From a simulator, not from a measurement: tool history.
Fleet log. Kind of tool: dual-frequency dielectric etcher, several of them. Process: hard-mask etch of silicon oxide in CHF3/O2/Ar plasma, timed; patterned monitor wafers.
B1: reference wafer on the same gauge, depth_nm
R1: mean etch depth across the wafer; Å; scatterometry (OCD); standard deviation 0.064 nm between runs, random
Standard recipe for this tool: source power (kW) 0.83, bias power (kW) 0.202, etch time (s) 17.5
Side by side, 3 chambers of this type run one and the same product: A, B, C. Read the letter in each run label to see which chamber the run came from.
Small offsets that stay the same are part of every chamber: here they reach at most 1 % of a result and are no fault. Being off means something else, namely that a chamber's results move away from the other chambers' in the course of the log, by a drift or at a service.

{"run": "1A", "hour": 5.8, "source power (kW)": 0.83, "bias power (kW)": 0.202, "etch time (s)": 17.5, "B1": 46.271, "R1": 406.88}
{"run": "2B", "hour": 11.4, "source power (kW)": 0.83, "bias power (kW)": 0.202, "etch time (s)": 17.5, "B1": 46.308, "R1": 405.58}
{"run": "3C", "hour": 17.9, "source power (kW)": 0.83, "bias power (kW)": 0.202, "etch time (s)": 17.5, "B1": 46.276, "R1": 403.77}
{"run": "4B", "hour": 22.8, "source power (kW)": 0.83, "bias power (kW)": 0.202, "etch time (s)": 17.5, "B1": 46.288, "R1": 403.71}
{"run": "5C", "hour": 28.7, "source power (kW)": 0.83, "bias power (kW)": 0.202, "etch time (s)": 17.5, "B1": 46.283, "R1": 401.7}
{"run": "6A", "hour": 35.1, "source power (kW)": 0.83, "bias power (kW)": 0.202, "etch time (s)": 17.5, "B1": 46.27, "R1": 407.07}
{"run": "7A", "hour": 43.7, "source power (kW)": 0.83, "bias power (kW)": 0.202, "etch time (s)": 17.5, "B1": 46.262, "R1": 406.27}
{"run": "8C", "hour": 52.8, "source power (kW)": 0.83, "bias power (kW)": 0.202, "etch time (s)": 17.5, "B1": 46.271, "R1": 404.02}
{"run": "9B", "hour": 63.0, "source power (kW)": 0.83, "bias power (kW)": 0.202, "etch time (s)": 17.5, "B1": 46.24, "R1": 404.68}
{"run": "10A", "hour": 73.8, "source power (kW)": 0.83, "bias power (kW)": 0.202, "etch time (s)": 17.5, "B1": 46.216, "R1": 406.2}
{"hour": 78.6, "done": "chamber A: wet clean of the chamber"}
{"run": "11C", "hour": 79.1, "source power (kW)": 0.83, "bias power (kW)": 0.202, "etch time (s)": 17.5, "B1": 46.221, "R1": 401.29}
{"run": "12B", "hour": 85.5, "source power (kW)": 0.83, "bias power (kW)": 0.202, "etch time (s)": 17.5, "B1": 46.228, "R1": 405.88}
{"run": "13A", "hour": 92.4, "source power (kW)": 0.83, "bias power (kW)": 0.202, "etch time (s)": 17.5, "B1": 46.209, "R1": 406.54}
{"run": "14B", "hour": 100.4, "source power (kW)": 0.83, "bias power (kW)": 0.202, "etch time (s)": 17.5, "B1": 46.226, "R1": 403.26}
{"run": "15C", "hour": 108.4, "source power (kW)": 0.83, "bias power (kW)": 0.202, "etch time (s)": 17.5, "B1": 46.187, "R1": 401.17}
{"run": "16B", "hour": 119.7, "source power (kW)": 0.83, "bias power (kW)": 0.202, "etch time (s)": 17.5, "B1": 46.178, "R1": 404.37}
{"hour": 123.6, "done": "chamber B: wet clean of the chamber"}
{"run": "17C", "hour": 124.9, "source power (kW)": 0.83, "bias power (kW)": 0.202, "etch time (s)": 17.5, "B1": 46.202, "R1": 401.59}
{"run": "18A", "hour": 134.9, "source power (kW)": 0.83, "bias power (kW)": 0.202, "etch time (s)": 17.5, "B1": 46.179, "R1": 405.36}
{"run": "19A", "hour": 140.2, "source power (kW)": 0.83, "bias power (kW)": 0.202, "etch time (s)": 17.5, "B1": 46.167, "R1": 404.54}
{"run": "20B", "hour": 147.6, "source power (kW)": 0.83, "bias power (kW)": 0.173, "etch time (s)": 15, "B1": 46.15, "R1": 329.35}
{"run": "21C", "hour": 153.3, "source power (kW)": 0.83, "bias power (kW)": 0.173, "etch time (s)": 15, "B1": 46.187, "R1": 327.14}
{"run": "22A", "hour": 164.6, "source power (kW)": 0.83, "bias power (kW)": 0.173, "etch time (s)": 15, "B1": 46.158, "R1": 330.68}
{"run": "23C", "hour": 175.1, "source power (kW)": 0.73, "bias power (kW)": 0.168, "etch time (s)": 17.5, "B1": 46.147, "R1": 359.05}
{"run": "24B", "hour": 186.2, "source power (kW)": 0.73, "bias power (kW)": 0.168, "etch time (s)": 17.5, "B1": 46.156, "R1": 360.65}
{"run": "25B", "hour": 197.4, "source power (kW)": 0.73, "bias power (kW)": 0.168, "etch time (s)": 17.5, "B1": 46.121, "R1": 361.86}
{"run": "26C", "hour": 204.4, "source power (kW)": 0.83, "bias power (kW)": 0.202, "etch time (s)": 17.5, "B1": 46.11, "R1": 401.58}
{"run": "27A", "hour": 211.5, "source power (kW)": 0.83, "bias power (kW)": 0.202, "etch time (s)": 17.5, "B1": 46.123, "R1": 404.85}
{"run": "28C", "hour": 221.2, "source power (kW)": 0.83, "bias power (kW)": 0.202, "etch time (s)": 17.5, "B1": 46.115, "R1": 401.4}
{"run": "29A", "hour": 229.9, "source power (kW)": 0.83, "bias power (kW)": 0.202, "etch time (s)": 17.5, "B1": 46.098, "R1": 404.64}
{"run": "30B", "hour": 240.8, "source power (kW)": 0.83, "bias power (kW)": 0.202, "etch time (s)": 17.5, "B1": 46.068, "R1": 403.09}
{"run": "31B", "hour": 248.7, "source power (kW)": 0.83, "bias power (kW)": 0.202, "etch time (s)": 17.5, "B1": 46.097, "R1": 404.95}
{"run": "32C", "hour": 258.8, "source power (kW)": 0.83, "bias power (kW)": 0.202, "etch time (s)": 17.5, "B1": 46.076, "R1": 400.19}
{"run": "33A", "hour": 265.3, "source power (kW)": 0.83, "bias power (kW)": 0.202, "etch time (s)": 17.5, "B1": 46.075, "R1": 404.12}
{"run": "34B", "hour": 275.7, "source power (kW)": 0.83, "bias power (kW)": 0.202, "etch time (s)": 17.5, "B1": 46.059, "R1": 402.5}
{"run": "35C", "hour": 286.2, "source power (kW)": 0.83, "bias power (kW)": 0.202, "etch time (s)": 17.5, "B1": 46.054, "R1": 400.21}
{"run": "36A", "hour": 294.0, "source power (kW)": 0.83, "bias power (kW)": 0.202, "etch time (s)": 17.5, "B1": 46.064, "R1": 402.98}
{"run": "37A", "hour": 298.9, "source power (kW)": 0.83, "bias power (kW)": 0.202, "etch time (s)": 17.5, "B1": 46.046, "R1": 403.57}
{"run": "38C", "hour": 310.2, "source power (kW)": 0.83, "bias power (kW)": 0.23, "etch time (s)": 21, "B1": 46.034, "R1": 503.08}
{"run": "39B", "hour": 315.8, "source power (kW)": 0.83, "bias power (kW)": 0.23, "etch time (s)": 21, "B1": 46.011, "R1": 505.24}
{"run": "40A", "hour": 324.8, "source power (kW)": 0.83, "bias power (kW)": 0.23, "etch time (s)": 21, "B1": 46.018, "R1": 506.27}
{"run": "41B", "hour": 334.9, "source power (kW)": 0.83, "bias power (kW)": 0.24, "etch time (s)": 17.5, "B1": 46.002, "R1": 427.22}

Is one chamber off against the others, does the gauge drift, or is nothing wrong? If a chamber is off, say which, and what the likeliest cause is.

None of the chambers is off. What moves is the gauge, dragging all their readings along together.
Likeliest cause: gauge reads low (%) = 0.643.
